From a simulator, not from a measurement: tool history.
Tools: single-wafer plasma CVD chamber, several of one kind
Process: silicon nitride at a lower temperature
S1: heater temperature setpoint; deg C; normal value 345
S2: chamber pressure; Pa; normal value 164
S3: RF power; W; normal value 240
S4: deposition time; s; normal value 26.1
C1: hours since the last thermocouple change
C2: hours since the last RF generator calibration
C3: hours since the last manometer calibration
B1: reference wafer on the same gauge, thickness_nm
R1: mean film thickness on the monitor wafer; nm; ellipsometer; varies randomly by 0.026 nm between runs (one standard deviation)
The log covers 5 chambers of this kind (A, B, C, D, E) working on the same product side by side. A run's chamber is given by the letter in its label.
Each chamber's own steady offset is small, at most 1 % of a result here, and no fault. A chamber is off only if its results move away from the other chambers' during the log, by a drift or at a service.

Run 1D, hour 4.4: usual settings; C1 814.2; C2 48.8; C3 748.8; B1 27.605. Result: R1 24.292 nm.
Run 2C, hour 7.6: usual settings; C1 1862.8; C2 1275.3; C3 968.6; B1 27.617. Result: R1 24.471 nm.
Run 3B, hour 12.5: usual settings; C1 2066.8; C2 376.3; C3 543.5; B1 27.604. Result: R1 24.599 nm.
Run 4A, hour 14.8: usual settings; C1 2180.1; C2 1574.3; C3 99.9; B1 27.613. Result: R1 24.44 nm.
Run 5E, hour 17.8: usual settings; C1 1639.8; C2 1916.6; C3 638.4; B1 27.612. Result: R1 24.531 nm.
Run 6A, hour 20.3: usual settings; C1 2185.6; C2 1579.8; C3 105.4; B1 27.62. Result: R1 24.41 nm.
Run 7C, hour 22.6: usual settings; C1 1877.8; C2 1290.3; C3 983.6; B1 27.63. Result: R1 24.412 nm.
Run 8B, hour 25: usual settings; C1 2079.3; C2 388.8; C3 556; B1 27.62. Result: R1 24.568 nm.
Run 9D, hour 29.7: usual settings; C1 839.5; C2 74.1; C3 774.1; B1 27.622. Result: R1 24.323 nm.
Run 10E, hour 34.7: usual settings; C1 1656.7; C2 1933.5; C3 655.3; B1 27.628. Result: R1 24.503 nm.
Run 11A, hour 39.8: usual settings; C1 2205.1; C2 1599.3; C3 124.9; B1 27.637. Result: R1 24.49 nm.
Run 12C, hour 43.2: usual settings; C1 1898.4; C2 1310.9; C3 1004.2; B1 27.636. Result: R1 24.473 nm.
Run 13E, hour 46.6: usual settings; C1 1668.6; C2 1945.4; C3 667.2; B1 27.638. Result: R1 24.53 nm.
Run 14B, hour 51.1: usual settings; C1 2105.4; C2 414.9; C3 582.1; B1 27.639. Result: R1 24.614 nm.
Run 15D, hour 53.7: usual settings; C1 863.5; C2 98.1; C3 798.1; B1 27.655. Result: R1 24.299 nm.
Run 16E, hour 57.6: usual settings; C1 1679.6; C2 1956.4; C3 678.2; B1 27.652. Result: R1 24.551 nm.
Run 17A, hour 60.5: usual settings but S2 127 Pa, S4 23.9 s; C1 2225.8; C2 1620; C3 145.6; B1 27.647. Result: R1 20.761 nm.
Run 18C, hour 63.1: usual settings but S2 127 Pa, S4 23.9 s; C1 1918.3; C2 1330.8; C3 1024.1; B1 27.658. Result: R1 20.776 nm.
Run 19D, hour 67.7: usual settings but S2 127 Pa, S4 23.9 s; C1 877.5; C2 112.1; C3 812.1; B1 27.668. Result: R1 20.547 nm.
Run 20B, hour 71.6: usual settings but S2 127 Pa, S4 23.9 s; C1 2125.9; C2 435.4; C3 602.6; B1 27.663. Result: R1 20.827 nm.
Run 21A, hour 75.9: usual settings but S2 127 Pa, S4 23.9 s; C1 2241.2; C2 1635.4; C3 161; B1 27.666. Result: R1 20.775 nm.
Run 22B, hour 78.2: usual settings; C1 2132.5; C2 442; C3 609.2; B1 27.661. Result: R1 24.636 nm.
Run 23E, hour 82.3: usual settings; C1 1704.3; C2 1981.1; C3 702.9; B1 27.675. Result: R1 24.607 nm.
Run 24D, hour 86.5: usual settings; C1 896.3; C2 130.9; C3 830.9; B1 27.674. Result: R1 24.354 nm.
Run 25C, hour 90.4: usual settings; C1 1945.6; C2 1358.1; C3 1051.4; B1 27.681. Result: R1 24.485 nm.
Run 26B, hour 94.6: usual settings; C1 2148.9; C2 458.4; C3 625.6; B1 27.687. Result: R1 24.644 nm.
Run 27C, hour 98.1: usual settings; C1 1953.3; C2 1365.8; C3 1059.1; B1 27.689. Result: R1 24.546 nm.
Run 28E, hour 103: usual settings; C1 1725; C2 2001.8; C3 723.6; B1 27.684. Result: R1 24.593 nm.
Run 29A, hour 106.3: usual settings; C1 2271.6; C2 1665.8; C3 191.4; B1 27.698. Result: R1 24.494 nm.
Run 30D, hour 108.8: usual settings; C1 918.6; C2 153.2; C3 853.2; B1 27.699. Result: R1 24.35 nm.
Run 31B, hour 112.8: usual settings; C1 2167.1; C2 476.6; C3 643.8; B1 27.698. Result: R1 24.649 nm.
Run 32E, hour 115.8: usual settings; C1 1737.8; C2 2014.6; C3 736.4; B1 27.698. Result: R1 24.578 nm.
Run 33A, hour 118.1: usual settings but S2 135 Pa; C1 2283.4; C2 1677.6; C3 203.2; B1 27.701. Result: R1 23.15 nm.
Run 34D, hour 121.9: usual settings but S2 135 Pa; C1 931.7; C2 166.3; C3 866.3; B1 27.701. Result: R1 22.927 nm.
Run 35C, hour 125.2: usual settings but S2 135 Pa; C1 1980.4; C2 1392.9; C3 1086.2; B1 27.714. Result: R1 23.176 nm.
Run 36E, hour 128.6: usual settings but S2 135 Pa; C1 1750.6; C2 2027.4; C3 749.2; B1 27.715. Result: R1 23.186 nm.
Run 37D, hour 132.2: usual settings but S2 135 Pa; C1 942; C2 176.6; C3 876.6; B1 27.717. Result: R1 22.945 nm.
Run 38B, hour 136.3: usual settings; C1 2190.6; C2 500.1; C3 667.3; B1 27.72. Result: R1 24.712 nm.

Next, all 5 chambers run the settings below, one line each with question marks for the results. What does each chamber give?
Run 39A, hour 139.9: usual settings but S3 265 W. Result: R1 ?.
Run 39B, hour 139.9: usual settings but S3 265 W. Result: R1 ?.
Run 39C, hour 139.9: usual settings but S3 265 W. Result: R1 ?.
Run 39D, hour 139.9: usual settings but S3 265 W. Result: R1 ?.
Run 39E, hour 139.9: usual settings but S3 265 W. Result: R1 ?.

run      R1
39A  26.272
39B  26.493
39C  26.363
39D  26.119
39E  26.342
